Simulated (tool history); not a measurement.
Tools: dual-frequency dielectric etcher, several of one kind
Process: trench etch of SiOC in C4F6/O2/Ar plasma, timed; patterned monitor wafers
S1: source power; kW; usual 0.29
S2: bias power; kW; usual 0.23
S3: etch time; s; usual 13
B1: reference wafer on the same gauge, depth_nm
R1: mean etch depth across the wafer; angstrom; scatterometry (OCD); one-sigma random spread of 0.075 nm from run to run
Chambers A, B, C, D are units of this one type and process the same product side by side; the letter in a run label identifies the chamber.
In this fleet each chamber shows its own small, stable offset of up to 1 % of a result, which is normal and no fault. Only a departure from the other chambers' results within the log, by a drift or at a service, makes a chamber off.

run	hour	S1	S2	S3	B1	R1
1A	8.4	0.29	0.23	13	26.411	257.86
2B	13	0.29	0.23	13	26.398	258.9
3D	17.3	0.29	0.23	13	26.409	258.38
4C	22.5	0.29	0.23	13	26.414	256.99
5A	31.4	0.29	0.23	13	26.429	256.48
6C	40	0.29	0.23	13	26.402	256.58
7D	45.2	0.29	0.23	13	26.4	258.04
8B	49.7	0.29	0.23	13	26.38	260.2
9C	55.9	0.29	0.23	13	26.395	257.46
# hour 62.9: chamber D: wet clean of the chamber
10A	63.5	0.29	0.23	13	26.42	257.25
11D	69.5	0.29	0.23	13	26.397	258.89
12B	73.6	0.29	0.23	13	26.407	260.14
13D	79.2	0.34	0.23	10	26.406	212.27
14C	88.2	0.34	0.23	10	26.408	209.91
15A	92.5	0.34	0.23	10	26.407	210.97
16B	101.3	0.34	0.23	10	26.386	212.64
17C	108.4	0.29	0.23	13	26.395	257.27
18B	115.4	0.29	0.23	13	26.413	260.18
# hour 116.4: chamber C: bias power generator calibrated
19D	123.5	0.29	0.23	13	26.381	258.51
20A	130.7	0.23	0.23	10	26.4	181.26
21C	135.2	0.23	0.23	10	26.415	180.75
22D	139.8	0.23	0.23	10	26.393	183.42
23B	144.5	0.23	0.23	10	26.409	182.63
24A	152.8	0.29	0.23	13	26.372	256.65
25B	160.8	0.29	0.23	13	26.412	259.85
26D	165.4	0.29	0.23	13	26.402	259.81
27A	173.7	0.29	0.23	13	26.369	258.48
28C	178.4	0.29	0.23	13	26.404	256.03
29B	182.6	0.29	0.23	13	26.4	259.29
30C	190.3	0.29	0.23	13	26.393	255.97
31D	197.5	0.29	0.23	13	26.42	259.54
32A	204.2	0.29	0.23	13	26.385	257.8
33D	210.5	0.29	0.23	10.5	26.39	210.02
34C	217.2	0.29	0.23	10.5	26.388	207.87
35A	221.5	0.29	0.23	10.5	26.408	207.45
36B	230.2	0.29	0.23	10.5	26.421	209.75
37C	239	0.29	0.23	13	26.405	257.59
38A	245.5	0.33	0.23	13	26.388	269.18

One chamber off, gauge drift, or nothing amiss beyond the chambers' own small offsets? If it is a chamber, which one, and what is the likeliest cause?

Neither any chamber nor the gauge drifts; the chambers differ only by their own small, steady offsets.
